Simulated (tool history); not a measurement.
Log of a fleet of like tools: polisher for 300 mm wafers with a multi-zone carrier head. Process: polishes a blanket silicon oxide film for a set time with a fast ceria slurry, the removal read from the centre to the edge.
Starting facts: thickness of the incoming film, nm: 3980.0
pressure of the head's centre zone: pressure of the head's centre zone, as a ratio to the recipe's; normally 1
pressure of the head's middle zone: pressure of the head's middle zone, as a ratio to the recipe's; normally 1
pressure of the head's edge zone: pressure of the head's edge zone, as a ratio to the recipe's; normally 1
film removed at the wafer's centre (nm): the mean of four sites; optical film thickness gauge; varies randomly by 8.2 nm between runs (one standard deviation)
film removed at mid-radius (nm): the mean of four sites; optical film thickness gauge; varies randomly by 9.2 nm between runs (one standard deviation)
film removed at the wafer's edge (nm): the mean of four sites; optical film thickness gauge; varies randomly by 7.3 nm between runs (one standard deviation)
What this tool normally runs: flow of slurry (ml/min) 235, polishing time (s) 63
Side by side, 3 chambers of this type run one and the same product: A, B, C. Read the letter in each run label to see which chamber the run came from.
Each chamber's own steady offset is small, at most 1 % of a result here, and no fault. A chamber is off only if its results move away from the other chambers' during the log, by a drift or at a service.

| run | hour | flow of slurry (ml/min) | pressure of the head's centre zone | pressure of the head's middle zone | pressure of the head's edge zone | polishing time (s) | wafers polished on this pad | hours since the slurry nozzle was cleaned | hours since the centre zone pressure was calibrated | hours since the edge zone pressure was calibrated | film removed at the wafer's centre (nm) | film removed at mid-radius (nm) | film removed at the wafer's edge (nm) |
|---|---|---|---|---|---|---|---|---|---|---|---|---|---|
| 1A | 7 | 235 | 1 | 1 | 1 | 63 | 85 | 359.4 | 1273.3 | 327.4 | 683.9 | 664.3 | 695.64 |
| 2C | 13.8 | 235 | 1 | 1 | 1 | 63 | 251 | 113.1 | 482.9 | 152.2 | 692.75 | 688.98 | 683.95 |
| 3B | 24.7 | 235 | 1 | 1 | 1 | 63 | 529 | 227 | 995.4 | 233.7 | 687.36 | 670.76 | 704.97 |
| 4A | 35.1 | 235 | 1 | 1 | 1 | 63 | 303 | 387.5 | 1301.4 | 355.5 | 672.25 | 695.13 | 684.84 |
| 5C | 44.2 | 235 | 1 | 1 | 1 | 63 | 486 | 143.5 | 513.3 | 182.6 | 693.2 | 701.91 | 693.15 |
| 6B | 51.4 | 235 | 1 | 1 | 1 | 63 | 735 | 253.7 | 1022.1 | 260.4 | 687.45 | 678.39 | 691.41 |
| 7A | 60.3 | 310 | 1 | 1.11 | 1 | 63 | 497 | 412.7 | 1326.6 | 380.7 | 721.91 | 775.76 | 714.65 |
| 8B | 67.4 | 310 | 1 | 1.11 | 1 | 63 | 859 | 269.7 | 1038.1 | 276.4 | 716.68 | 805.65 | 700.07 |
| 9C | 78.2 | 310 | 1 | 1.11 | 1 | 63 | 749 | 177.5 | 547.3 | 216.6 | 718.89 | 791.13 | 716.87 |
|  | 78.8 | chamber C: worn pad replaced by a new one |
|  | 85.1 | chamber A: centre zone pressure recalibrated |
| 10A | 89.7 | 235 | 1 | 1 | 1 | 63 | 725 | 442.1 | 4.7 | 410.1 | 756.91 | 690.84 | 697.19 |
|  | 92.5 | chamber B: worn pad replaced by a new one |
| 11C | 99.2 | 235 | 1 | 1 | 1 | 63 | 158 | 198.5 | 568.3 | 237.6 | 684.3 | 697.7 | 700.23 |
| 12B | 107 | 235 | 1 | 1 | 1 | 63 | 112 | 309.3 | 1077.7 | 316 | 683.95 | 703.42 | 676.13 |
| 13A | 117.6 | 180 | 1 | 0.92 | 1 | 63 | 940 | 470 | 32.6 | 438 | 723.09 | 600.76 | 670.71 |
|  | 128.7 | chamber C: centre zone pressure recalibrated |
| 14B | 129.1 | 180 | 1 | 0.92 | 1 | 63 | 283 | 331.4 | 1099.8 | 338.1 | 647.75 | 627.32 | 665.56 |
|  | 133.7 | chamber A: worn pad replaced by a new one |
| 15C | 136.5 | 180 | 1 | 0.92 | 1 | 63 | 446 | 235.8 | 7.8 | 274.9 | 668.71 | 623.85 | 667.67 |
| 16B | 143.4 | 235 | 1 | 1 | 1 | 63 | 394 | 345.7 | 1114.1 | 352.4 | 679.69 | 703.9 | 687.07 |
|  | 144.5 | chamber C: edge zone pressure recalibrated |
| 17A | 154.7 | 235 | 1 | 1 | 1 | 63 | 163 | 507.1 | 69.7 | 475.1 | 728.49 | 685.95 | 695.64 |
| 18C | 166.1 | 235 | 1 | 1 | 1 | 63 | 675 | 265.4 | 37.4 | 21.6 | 700.94 | 698.88 | 689.4 |
|  | 176.1 | chamber C: worn pad replaced by a new one |
|  | 176.4 | chamber B: centre zone pressure recalibrated |
| 19C | 177.1 | 235 | 1 | 1 | 1 | 63 | 8 | 276.4 | 48.4 | 32.6 | 665.62 | 687.74 | 694.05 |
| 20A | 183.3 | 235 | 1 | 1 | 1 | 63 | 384 | 535.7 | 98.3 | 503.7 | 748.86 | 693.21 | 687.53 |
| 21B | 193 | 235 | 1 | 1 | 1 | 63 | 777 | 395.3 | 16.6 | 402 | 677.3 | 690.04 | 691.4 |

All chambers now run identical settings, listed one chamber a line with results as question marks. What results will each chamber show?
| 22A | 201.4 | 205 | 1 | 1 | 1 | 63 |  |  |  |  | ? | ? | ? |
| 22B | 201.4 | 205 | 1 | 1 | 1 | 63 |  |  |  |  | ? | ? | ? |
| 22C | 201.4 | 205 | 1 | 1 | 1 | 63 |  |  |  |  | ? | ? | ? |

| run | film removed at the wafer's centre (nm) | film removed at mid-radius (nm) | film removed at the wafer's edge (nm) |
|---|---|---|---|
| 22A | 725.55 | 678.6 | 668.32 |
| 22B | 664.3 | 674.24 | 679.93 |
| 22C | 686.19 | 684.17 | 692.21 |
